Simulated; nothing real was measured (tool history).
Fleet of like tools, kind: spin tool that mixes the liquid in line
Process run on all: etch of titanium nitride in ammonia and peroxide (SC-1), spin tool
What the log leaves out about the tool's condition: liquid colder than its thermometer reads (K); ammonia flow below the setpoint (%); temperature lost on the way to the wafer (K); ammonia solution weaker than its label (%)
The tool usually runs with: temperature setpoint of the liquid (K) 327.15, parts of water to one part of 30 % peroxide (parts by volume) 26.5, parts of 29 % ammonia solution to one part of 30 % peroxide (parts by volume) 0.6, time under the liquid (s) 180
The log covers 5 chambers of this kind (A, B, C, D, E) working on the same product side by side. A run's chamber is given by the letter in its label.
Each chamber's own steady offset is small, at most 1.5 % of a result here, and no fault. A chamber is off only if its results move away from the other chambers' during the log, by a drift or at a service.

run	hour	temperature setpoint of the liquid (K)	parts of water to one part of 30 % peroxide (parts by volume)	parts of 29 % ammonia solution to one part of 30 % peroxide (parts by volume)	time under the liquid (s)	hours since the thermometer was replaced	hours since the ammonia flow meter was replaced	hours since the heated supply line was repaired	hours since the drum of ammonia solution was connected	read-back film thickness of the titanium nitride reference wafer, read on the same gauge (nm)	thickness taken off the titanium nitride on a monitor wafer (nm)
1B	11	327.15	26.5	0.6	180	218.7	70	79.8	83.3	99.973	5.8726
2A	17.5	327.15	26.5	0.6	180	1381.6	493.8	3409.9	329.7	99.982	5.8244
3E	25.5	327.15	26.5	0.6	180	1812.3	873.4	615.7	856.8	99.996	5.873
4D	31.9	327.15	26.5	0.6	180	640.3	1075.3	688.9	315.4	99.997	5.8544
5C	42.3	327.15	26.5	0.6	180	499.9	160.3	43.3	320.8	99.997	5.8492
# hour 49.5: chamber E: new drum of ammonia solution connected
6B	53.9	327.15	26.5	0.6	180	261.6	112.9	122.7	126.2	99.996	5.8663
7D	61.6	327.15	36	0.6	180	670	1105	718.6	345.1	99.995	4.9418
8C	67.6	327.15	36	0.6	180	525.2	185.6	68.6	346.1	99.994	4.9764
# hour 69.8: chamber A: heated supply line repaired
9E	79.7	327.15	36	0.6	180	1866.5	927.6	669.9	30.3	99.969	4.935
10A	89	327.15	36	0.6	180	1453.1	565.3	19.2	401.2	100.01	4.8689
11D	96	327.15	36	0.6	180	704.4	1139.4	753	379.5	100.01	4.9643
12A	106.5	327.15	26.5	0.6	180	1470.6	582.8	36.7	418.7	100	5.8421
13C	116.9	327.15	26.5	0.6	180	574.5	234.9	117.9	395.4	100	5.9338
14B	129.5	327.15	26.5	0.6	180	337.2	188.5	198.3	201.8	99.997	5.8026
15E	135.5	327.15	26.5	0.6	180	1922.3	983.4	725.7	86.1	99.983	5.866
16A	149.1	327.15	26.5	0.6	180	1513.2	625.4	79.3	461.3	100.02	5.8112
17E	157.9	327.15	26.5	0.6	180	1944.7	1005.8	748.1	108.5	99.997	5.7965
18C	168.4	327.15	26.5	0.6	180	626	286.4	169.4	446.9	99.988	5.9334
19D	181.1	327.15	26.5	0.6	180	789.5	1224.5	838.1	464.6	99.993	5.817
# hour 186.7: chamber C: thermometer replaced
20B	189.7	327.15	26.5	0.6	180	397.4	248.7	258.5	262	99.985	5.6071
21B	197.1	327.15	26.5	0.6	180	404.8	256.1	265.9	269.4	99.999	5.5562
22D	203.9	318.15	26.5	0.6	180	812.3	1247.3	860.9	487.4	100	3.0723
23E	217.5	318.15	26.5	0.6	180	2004.3	1065.4	807.7	168.1	100.02	3.1637
24A	225	318.15	26.5	0.6	180	1589.1	701.3	155.2	537.2	100.01	3.075
25C	238.6	318.15	26.5	0.6	180	52	356.6	239.6	517.1	100	3.0861
# hour 250.5: chamber C: new drum of ammonia solution connected
26A	251	318.15	26.5	0.6	180	1615.1	727.3	181.2	563.2	100	3.0945
27B	263.6	327.15	26.5	0.6	180	471.3	322.6	332.4	335.9	99.999	5.5461
28D	277.2	327.15	26.5	0.6	180	885.6	1320.6	934.2	560.7	100	5.8542
29E	288.6	327.15	26.5	0.6	180	2075.4	1136.5	878.8	239.2	100	5.7674
30C	301.7	327.15	26.5	0.6	180	115.1	419.7	302.7	51.3	100	5.8509
31D	311.5	327.15	26.5	0.6	180	919.9	1354.9	968.5	595	100.03	5.8727
32E	322.2	327.15	26.5	0.6	180	2109	1170.1	912.4	272.8	99.984	5.9005
33A	331.3	327.15	26.5	0.6	180	1695.4	807.6	261.5	643.5	100	5.9095
34B	339.3	327.15	26.5	0.6	180	547	398.3	408.1	411.6	100.01	5.4952
35C	348.7	327.15	26.5	0.6	180	162.1	466.7	349.7	98.3	100.01	5.8227
# hour 357.3: chamber A: new drum of ammonia solution connected
36D	358.4	327.15	26.5	0.6	180	966.8	1401.8	1015.4	641.9	100.01	5.8897
37E	364.4	327.15	26.5	0.6	180	2151.2	1212.3	954.6	315	99.994	5.781
38B	371.1	327.15	26.5	0.6	180	578.8	430.1	439.9	443.4	100.02	5.3822
39C	379.3	327.15	26.5	0.6	180	192.7	497.3	380.3	128.9	100.02	5.9173
40A	390.2	327.15	26.5	0.6	180	1754.3	866.5	320.4	32.9	100.01	5.8109
41E	402.7	327.15	26.5	0.6	180	2189.5	1250.6	992.9	353.3	100.02	5.868

All chambers now run identical settings, listed one chamber a line with results as question marks. What results will each chamber show?
42A	412.6	327.15	26.5	0.6	90						?
42B	412.6	327.15	26.5	0.6	90						?
42C	412.6	327.15	26.5	0.6	90						?
42D	412.6	327.15	26.5	0.6	90						?
42E	412.6	327.15	26.5	0.6	90						?

run	thickness taken off the titanium nitride on a monitor wafer (nm)
42A	2.8914
42B	2.6433
42C	2.9664
42D	2.9152
42E	2.912
